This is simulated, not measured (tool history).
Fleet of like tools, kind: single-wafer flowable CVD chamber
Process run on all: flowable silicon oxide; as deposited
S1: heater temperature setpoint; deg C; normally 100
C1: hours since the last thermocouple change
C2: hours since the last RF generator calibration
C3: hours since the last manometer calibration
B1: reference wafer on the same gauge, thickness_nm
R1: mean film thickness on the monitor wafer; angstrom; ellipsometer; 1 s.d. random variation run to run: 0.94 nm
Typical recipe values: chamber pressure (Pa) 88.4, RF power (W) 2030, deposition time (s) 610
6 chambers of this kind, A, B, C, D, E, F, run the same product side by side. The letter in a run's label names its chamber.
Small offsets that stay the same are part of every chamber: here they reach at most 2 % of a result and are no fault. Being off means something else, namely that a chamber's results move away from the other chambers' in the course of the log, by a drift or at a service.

run 1C day=0.238 | S1=100 chamber_pressure_(Pa)=88.4 RF_power_(W)=2030 deposition_time_(s)=610 | C1=575 C2=772.3 C3=640.5 | B1=311.07 | R1=2913.7
run 2F day=0.596 | S1=100 chamber_pressure_(Pa)=88.4 RF_power_(W)=2030 deposition_time_(s)=610 | C1=1108.8 C2=1349.3 C3=1592.6 | B1=310.98 | R1=2899.6
run 3D day=0.875 | S1=100 chamber_pressure_(Pa)=88.4 RF_power_(W)=2030 deposition_time_(s)=610 | C1=1974.6 C2=848.8 C3=572.2 | B1=311.03 | R1=2901.8
run 4E day=1.162 | S1=100 chamber_pressure_(Pa)=88.4 RF_power_(W)=2030 deposition_time_(s)=610 | C1=1001.8 C2=537.3 C3=1977.4 | B1=311.2 | R1=2908.7
run 5A day=1.396 | S1=100 chamber_pressure_(Pa)=88.4 RF_power_(W)=2030 deposition_time_(s)=610 | C1=1184.9 C2=631 C3=1933.7 | B1=311.16 | R1=2905.9
run 6B day=1.7 | S1=100 chamber_pressure_(Pa)=88.4 RF_power_(W)=2030 deposition_time_(s)=610 | C1=1922.8 C2=503.7 C3=210.7 | B1=311.13 | R1=2841
run 7B day=1.862 | S1=100 chamber_pressure_(Pa)=88.4 RF_power_(W)=2030 deposition_time_(s)=610 | C1=1926.7 C2=507.6 C3=214.6 | B1=311.15 | R1=2840.7
run 8D day=2.033 | S1=100 chamber_pressure_(Pa)=88.4 RF_power_(W)=2030 deposition_time_(s)=610 | C1=2002.4 C2=876.6 C3=600 | B1=310.87 | R1=2903.9
run 9F day=2.338 | S1=100 chamber_pressure_(Pa)=88.4 RF_power_(W)=2030 deposition_time_(s)=610 | C1=1150.6 C2=1391.1 C3=1634.4 | B1=310.91 | R1=2898.6
run 10E day=2.542 | S1=100 chamber_pressure_(Pa)=88.4 RF_power_(W)=2030 deposition_time_(s)=610 | C1=1034.9 C2=570.4 C3=2010.5 | B1=310.95 | R1=2876.9
run 11A day=2.779 | S1=100 chamber_pressure_(Pa)=88.4 RF_power_(W)=2030 deposition_time_(s)=610 | C1=1218.1 C2=664.2 C3=1966.9 | B1=311.06 | R1=2898.7
run 12C day=2.946 | S1=100 chamber_pressure_(Pa)=88.4 RF_power_(W)=2030 deposition_time_(s)=610 | C1=640 C2=837.3 C3=705.5 | B1=311.04 | R1=2890.5
run 13B day=3.192 | S1=100 chamber_pressure_(Pa)=78.1 RF_power_(W)=2030 deposition_time_(s)=610 | C1=1958.6 C2=539.5 C3=246.5 | B1=310.87 | R1=2399.6
run 14D day=3.362 | S1=100 chamber_pressure_(Pa)=78.1 RF_power_(W)=2030 deposition_time_(s)=610 | C1=2034.3 C2=908.5 C3=631.9 | B1=310.81 | R1=2427.7
run 15A day=3.658 | S1=100 chamber_pressure_(Pa)=78.1 RF_power_(W)=2030 deposition_time_(s)=610 | C1=1239.2 C2=685.3 C3=1988 | B1=310.94 | R1=2437.5
run 16C day=3.933 | S1=100 chamber_pressure_(Pa)=78.1 RF_power_(W)=2030 deposition_time_(s)=610 | C1=663.7 C2=861 C3=729.2 | B1=311.09 | R1=2468
run 17F day=4.088 | S1=100 chamber_pressure_(Pa)=78.1 RF_power_(W)=2030 deposition_time_(s)=610 | C1=1192.6 C2=1433.1 C3=1676.4 | B1=311.18 | R1=2440.3
run 18E day=4.312 | S1=100 chamber_pressure_(Pa)=78.1 RF_power_(W)=2030 deposition_time_(s)=610 | C1=1077.4 C2=612.9 C3=2053 | B1=310.87 | R1=2450.1
run 19E day=4.633 | S1=94 chamber_pressure_(Pa)=88.4 RF_power_(W)=2030 deposition_time_(s)=679 | C1=1085.1 C2=620.6 C3=2060.7 | B1=310.9 | R1=3922.7
run 20F day=4.871 | S1=94 chamber_pressure_(Pa)=88.4 RF_power_(W)=2030 deposition_time_(s)=679 | C1=1211.4 C2=1451.9 C3=1695.2 | B1=311.1 | R1=3965.8
run 21A day=5.112 | S1=94 chamber_pressure_(Pa)=88.4 RF_power_(W)=2030 deposition_time_(s)=679 | C1=1274.1 C2=720.2 C3=2022.9 | B1=311.13 | R1=3890.7
run 22B day=5.429 | S1=94 chamber_pressure_(Pa)=88.4 RF_power_(W)=2030 deposition_time_(s)=679 | C1=2012.3 C2=593.2 C3=300.2 | B1=310.87 | R1=3855.6
run 23C day=5.746 | S1=94 chamber_pressure_(Pa)=88.4 RF_power_(W)=2030 deposition_time_(s)=679 | C1=707.2 C2=904.5 C3=772.7 | B1=311.12 | R1=3930.3
run 24D day=6.033 | S1=94 chamber_pressure_(Pa)=88.4 RF_power_(W)=2030 deposition_time_(s)=679 | C1=2098.4 C2=972.6 C3=696 | B1=311.32 | R1=3905.4
run 25A day=6.275 | S1=100 chamber_pressure_(Pa)=88.4 RF_power_(W)=2030 deposition_time_(s)=610 | C1=1302 C2=748.1 C3=2050.8 | B1=311.06 | R1=2891.4
run 26F day=6.504 | S1=100 chamber_pressure_(Pa)=88.4 RF_power_(W)=2395 deposition_time_(s)=610 | C1=1250.6 C2=1491.1 C3=1734.4 | B1=310.99 | R1=2991.5
run 27E day=6.738 | S1=100 chamber_pressure_(Pa)=88.4 RF_power_(W)=2395 deposition_time_(s)=610 | C1=1135.6 C2=671.1 C3=2111.2 | B1=311.08 | R1=2961.8
run 28C day=6.938 | S1=100 chamber_pressure_(Pa)=88.4 RF_power_(W)=2395 deposition_time_(s)=610 | C1=735.8 C2=933.1 C3=801.3 | B1=311.16 | R1=2990.6
run 29D day=7.121 | S1=100 chamber_pressure_(Pa)=88.4 RF_power_(W)=2395 deposition_time_(s)=610 | C1=2124.5 C2=998.7 C3=722.1 | B1=310.93 | R1=2970.4
run 30B day=7.354 | S1=100 chamber_pressure_(Pa)=88.4 RF_power_(W)=2395 deposition_time_(s)=610 | C1=2058.5 C2=639.4 C3=346.4 | B1=311.22 | R1=2919.4
run 31C day=7.533 | S1=100 chamber_pressure_(Pa)=88.4 RF_power_(W)=2395 deposition_time_(s)=610 | C1=750.1 C2=947.4 C3=815.6 | B1=311.21 | R1=2972.4
-- day=7.754 chamber E: capacitance manometer re-zeroed and calibrated
run 32B day=7.862 | S1=100 chamber_pressure_(Pa)=88.4 RF_power_(W)=2030 deposition_time_(s)=610 | C1=2070.7 C2=651.6 C3=358.6 | B1=310.93 | R1=2847.1
run 33E day=8.054 | S1=100 chamber_pressure_(Pa)=88.4 RF_power_(W)=2030 deposition_time_(s)=610 | C1=1167.2 C2=702.7 C3=7.2 | B1=310.71 | R1=2900.1
run 34F day=8.392 | S1=100 chamber_pressure_(Pa)=88.4 RF_power_(W)=2030 deposition_time_(s)=610 | C1=1295.9 C2=1536.4 C3=1779.7 | B1=310.64 | R1=2910.7
run 35A day=8.754 | S1=100 chamber_pressure_(Pa)=88.4 RF_power_(W)=2030 deposition_time_(s)=610 | C1=1361.5 C2=807.6 C3=2110.3 | B1=310.87 | R1=2893.4
-- day=8.9 chamber C: capacitance manometer re-zeroed and calibrated
run 36D day=9.038 | S1=100 chamber_pressure_(Pa)=88.4 RF_power_(W)=2030 deposition_time_(s)=610 | C1=2170.5 C2=1044.7 C3=768.1 | B1=310.95 | R1=2895.1
run 37E day=9.2 | S1=100 chamber_pressure_(Pa)=88.4 RF_power_(W)=2030 deposition_time_(s)=610 | C1=1194.7 C2=730.2 C3=34.7 | B1=310.87 | R1=2877.6
run 38D day=9.55 | S1=100 chamber_pressure_(Pa)=95.2 RF_power_(W)=1905 deposition_time_(s)=610 | C1=2182.8 C2=1057 C3=780.4 | B1=310.98 | R1=3134.1
run 39F day=9.717 | S1=100 chamber_pressure_(Pa)=95.2 RF_power_(W)=1905 deposition_time_(s)=610 | C1=1327.7 C2=1568.2 C3=1811.5 | B1=310.86 | R1=3183.5
run 40A day=9.979 | S1=100 chamber_pressure_(Pa)=95.2 RF_power_(W)=1905 deposition_time_(s)=610 | C1=1390.9 C2=837 C3=2139.7 | B1=310.77 | R1=3151.2
run 41B day=10.329 | S1=100 chamber_pressure_(Pa)=95.2 RF_power_(W)=1905 deposition_time_(s)=610 | C1=2129.9 C2=710.8 C3=417.8 | B1=310.93 | R1=3104.3
run 42C day=10.671 | S1=100 chamber_pressure_(Pa)=95.2 RF_power_(W)=1905 deposition_time_(s)=610 | C1=825.4 C2=1022.7 C3=42.5 | B1=310.94 | R1=3154.1

The same settings go to every chamber for the next run, one line per chamber below. Forecast the results for each:
run 43A day=10.929 | S1=100 chamber_pressure_(Pa)=88.4 RF_power_(W)=1885 deposition_time_(s)=610 | R1=?
run 43B day=10.929 | S1=100 chamber_pressure_(Pa)=88.4 RF_power_(W)=1885 deposition_time_(s)=610 | R1=?
run 43C day=10.929 | S1=100 chamber_pressure_(Pa)=88.4 RF_power_(W)=1885 deposition_time_(s)=610 | R1=?
run 43D day=10.929 | S1=100 chamber_pressure_(Pa)=88.4 RF_power_(W)=1885 deposition_time_(s)=610 | R1=?
run 43E day=10.929 | S1=100 chamber_pressure_(Pa)=88.4 RF_power_(W)=1885 deposition_time_(s)=610 | R1=?
run 43F day=10.929 | S1=100 chamber_pressure_(Pa)=88.4 RF_power_(W)=1885 deposition_time_(s)=610 | R1=?

run=43A R1=2843.3
run=43B R1=2787.7
run=43C R1=2860.6
run=43D R1=2833.7
run=43E R1=2851.7
run=43F R1=2851.9
